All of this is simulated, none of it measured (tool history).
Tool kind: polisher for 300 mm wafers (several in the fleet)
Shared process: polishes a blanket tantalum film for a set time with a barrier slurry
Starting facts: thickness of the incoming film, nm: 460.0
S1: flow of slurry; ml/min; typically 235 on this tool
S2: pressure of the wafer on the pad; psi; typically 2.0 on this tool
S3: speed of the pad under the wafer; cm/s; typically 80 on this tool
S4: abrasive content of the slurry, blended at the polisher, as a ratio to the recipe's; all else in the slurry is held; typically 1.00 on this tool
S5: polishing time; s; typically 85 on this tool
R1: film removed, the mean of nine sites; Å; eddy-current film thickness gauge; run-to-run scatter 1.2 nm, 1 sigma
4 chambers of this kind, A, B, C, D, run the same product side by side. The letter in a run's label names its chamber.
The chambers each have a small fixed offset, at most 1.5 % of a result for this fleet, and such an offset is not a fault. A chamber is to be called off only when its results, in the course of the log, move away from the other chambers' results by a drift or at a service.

{"run": "1D", "hour": 8.2, "S1": 235, "S2": 2.0, "S3": 80, "S4": 1.0, "S5": 85, "R1": 1312.5}
{"run": "2A", "hour": 22.0, "S1": 235, "S2": 2.0, "S3": 80, "S4": 1.0, "S5": 85, "R1": 1326.7}
{"hour": 37.1, "done": "chamber C: worn pad replaced by a new one"}
{"run": "3C", "hour": 37.2, "S1": 235, "S2": 2.0, "S3": 80, "S4": 1.0, "S5": 85, "R1": 1310.9}
{"hour": 41.9, "done": "chamber A: slurry blender recalibrated"}
{"run": "4B", "hour": 50.5, "S1": 235, "S2": 2.0, "S3": 80, "S4": 1.0, "S5": 85, "R1": 1333.1}
{"hour": 51.0, "done": "chamber C: slurry blender recalibrated"}
{"run": "5A", "hour": 63.0, "S1": 235, "S2": 1.8, "S3": 80, "S4": 1.0, "S5": 99, "R1": 1390.9}
{"run": "6C", "hour": 78.4, "S1": 235, "S2": 1.8, "S3": 80, "S4": 1.0, "S5": 99, "R1": 1344.9}
{"run": "7B", "hour": 90.5, "S1": 235, "S2": 1.8, "S3": 80, "S4": 1.0, "S5": 99, "R1": 1411.7}
{"hour": 94.1, "done": "chamber A: worn pad replaced by a new one"}
{"run": "8D", "hour": 103.7, "S1": 235, "S2": 1.8, "S3": 80, "S4": 1.0, "S5": 99, "R1": 1383.8}
{"hour": 109.9, "done": "chamber B: head pressure recalibrated"}
{"hour": 110.5, "done": "chamber B: worn pad replaced by a new one"}
{"hour": 112.1, "done": "chamber D: worn pad replaced by a new one"}
{"run": "9A", "hour": 117.0, "S1": 235, "S2": 2.0, "S3": 80, "S4": 1.0, "S5": 85, "R1": 1319.0}
{"run": "10B", "hour": 131.7, "S1": 235, "S2": 2.0, "S3": 80, "S4": 1.0, "S5": 85, "R1": 1326.8}
{"run": "11D", "hour": 144.3, "S1": 235, "S2": 1.8, "S3": 80, "S4": 1.0, "S5": 85, "R1": 1196.5}
{"run": "12C", "hour": 154.9, "S1": 235, "S2": 1.8, "S3": 80, "S4": 1.0, "S5": 85, "R1": 1186.6}
{"hour": 161.0, "done": "chamber C: slurry nozzle cleaned"}
{"run": "13A", "hour": 162.1, "S1": 235, "S2": 1.8, "S3": 80, "S4": 1.0, "S5": 85, "R1": 1172.6}
{"run": "14C", "hour": 176.1, "S1": 235, "S2": 1.8, "S3": 80, "S4": 1.0, "S5": 85, "R1": 1184.4}
{"hour": 182.5, "done": "chamber C: slurry blender recalibrated"}
{"run": "15D", "hour": 188.5, "S1": 235, "S2": 2.0, "S3": 80, "S4": 1.0, "S5": 85, "R1": 1289.2}
{"run": "16B", "hour": 204.2, "S1": 235, "S2": 2.0, "S3": 80, "S4": 1.0, "S5": 85, "R1": 1302.4}
{"hour": 216.7, "done": "chamber B: worn pad replaced by a new one"}
{"run": "17D", "hour": 219.7, "S1": 235, "S2": 2.0, "S3": 80, "S4": 1.0, "S5": 85, "R1": 1286.4}
{"run": "18C", "hour": 232.6, "S1": 235, "S2": 2.0, "S3": 80, "S4": 1.0, "S5": 85, "R1": 1310.8}
{"hour": 246.7, "done": "chamber A: worn pad replaced by a new one"}
{"run": "19A", "hour": 247.0, "S1": 235, "S2": 2.0, "S3": 80, "S4": 1.0, "S5": 85, "R1": 1354.4}
{"hour": 247.2, "done": "chamber C: worn pad replaced by a new one"}
{"run": "20B", "hour": 261.0, "S1": 235, "S2": 2.0, "S3": 80, "S4": 1.0, "S5": 85, "R1": 1276.3}
{"run": "21D", "hour": 274.0, "S1": 235, "S2": 2.0, "S3": 80, "S4": 1.0, "S5": 85, "R1": 1311.5}
{"hour": 279.1, "done": "chamber D: slurry blender recalibrated"}
{"run": "22C", "hour": 289.7, "S1": 235, "S2": 2.0, "S3": 80, "S4": 1.0, "S5": 85, "R1": 1287.9}
{"hour": 294.2, "done": "chamber C: head pressure recalibrated"}
{"hour": 294.3, "done": "chamber A: slurry blender recalibrated"}
{"hour": 296.2, "done": "chamber D: worn pad replaced by a new one"}
{"run": "23B", "hour": 296.6, "S1": 235, "S2": 2.0, "S3": 80, "S4": 1.0, "S5": 85, "R1": 1275.5}
{"run": "24A", "hour": 309.4, "S1": 235, "S2": 2.0, "S3": 80, "S4": 0.75, "S5": 85, "R1": 1192.3}
{"hour": 316.1, "done": "chamber B: worn pad replaced by a new one"}
{"run": "25C", "hour": 322.2, "S1": 235, "S2": 2.0, "S3": 80, "S4": 0.75, "S5": 85, "R1": 1215.1}
{"hour": 323.0, "done": "chamber C: slurry blender recalibrated"}
{"run": "26B", "hour": 337.1, "S1": 235, "S2": 2.0, "S3": 80, "S4": 0.75, "S5": 85, "R1": 1097.6}
{"run": "27D", "hour": 348.9, "S1": 235, "S2": 2.0, "S3": 80, "S4": 0.75, "S5": 85, "R1": 1210.5}
{"run": "28A", "hour": 362.3, "S1": 235, "S2": 2.0, "S3": 80, "S4": 1.0, "S5": 85, "R1": 1321.0}
{"hour": 368.7, "done": "chamber A: slurry nozzle cleaned"}
{"run": "29C", "hour": 376.1, "S1": 235, "S2": 2.0, "S3": 80, "S4": 1.0, "S5": 85, "R1": 1340.1}
{"run": "30A", "hour": 387.6, "S1": 235, "S2": 2.0, "S3": 80, "S4": 1.0, "S5": 85, "R1": 1337.2}
{"hour": 399.7, "done": "chamber D: head pressure recalibrated"}
{"run": "31B", "hour": 402.3, "S1": 235, "S2": 2.0, "S3": 80, "S4": 1.0, "S5": 85, "R1": 1195.7}
{"run": "32D", "hour": 413.9, "S1": 235, "S2": 2.0, "S3": 80, "S4": 1.0, "S5": 85, "R1": 1315.1}
{"run": "33C", "hour": 428.4, "S1": 235, "S2": 2.0, "S3": 80, "S4": 1.0, "S5": 85, "R1": 1311.1}

Is one chamber off against the others, does the gauge drift, or is nothing wrong? If a chamber is off, say which, and what the likeliest cause is.

One chamber, B, drifts off from the rest bit by bit.
Likeliest cause: abrasive missing from the slurry, % = 32.6.
From this log alone, it may not be told apart from: head's pressure below its setpoint, %.

Here are 4 candidates for chamber B's next run, each the usual settings with a change, their results left as question marks. Which one brings its results back in line with what the others give on the usual settings?
Allowed miss from the other chambers' usual-settings mean, per result, to count as in line: R1 43.00 Å
{"run": "34B-1", "hour": 439.8, "S1": 235, "S2": 1.9, "S3": 74, "S4": 1.0, "S5": 79, "R1": "?"}
{"run": "34B-2", "hour": 439.8, "S1": 235, "S2": 2.1, "S3": 84, "S4": 1.0, "S5": 88, "R1": "?"}
{"run": "34B-3", "hour": 439.8, "S1": 235, "S2": 2.0, "S3": 80, "S4": 0.75, "S5": 85, "R1": "?"}
{"run": "34B-4", "hour": 439.8, "S1": 235, "S2": 2.0, "S3": 96, "S4": 1.05, "S5": 85, "R1": "?"}

Average result of the remaining chambers running the usual settings: R1 1324.30 Å
run=34B-1 R1=950.02
run=34B-2 R1=1325.10
run=34B-3 R1=1030.10
run=34B-4 R1=1416.30
The right change is 34B-2: it brings the chamber back within the allowed miss of the others.
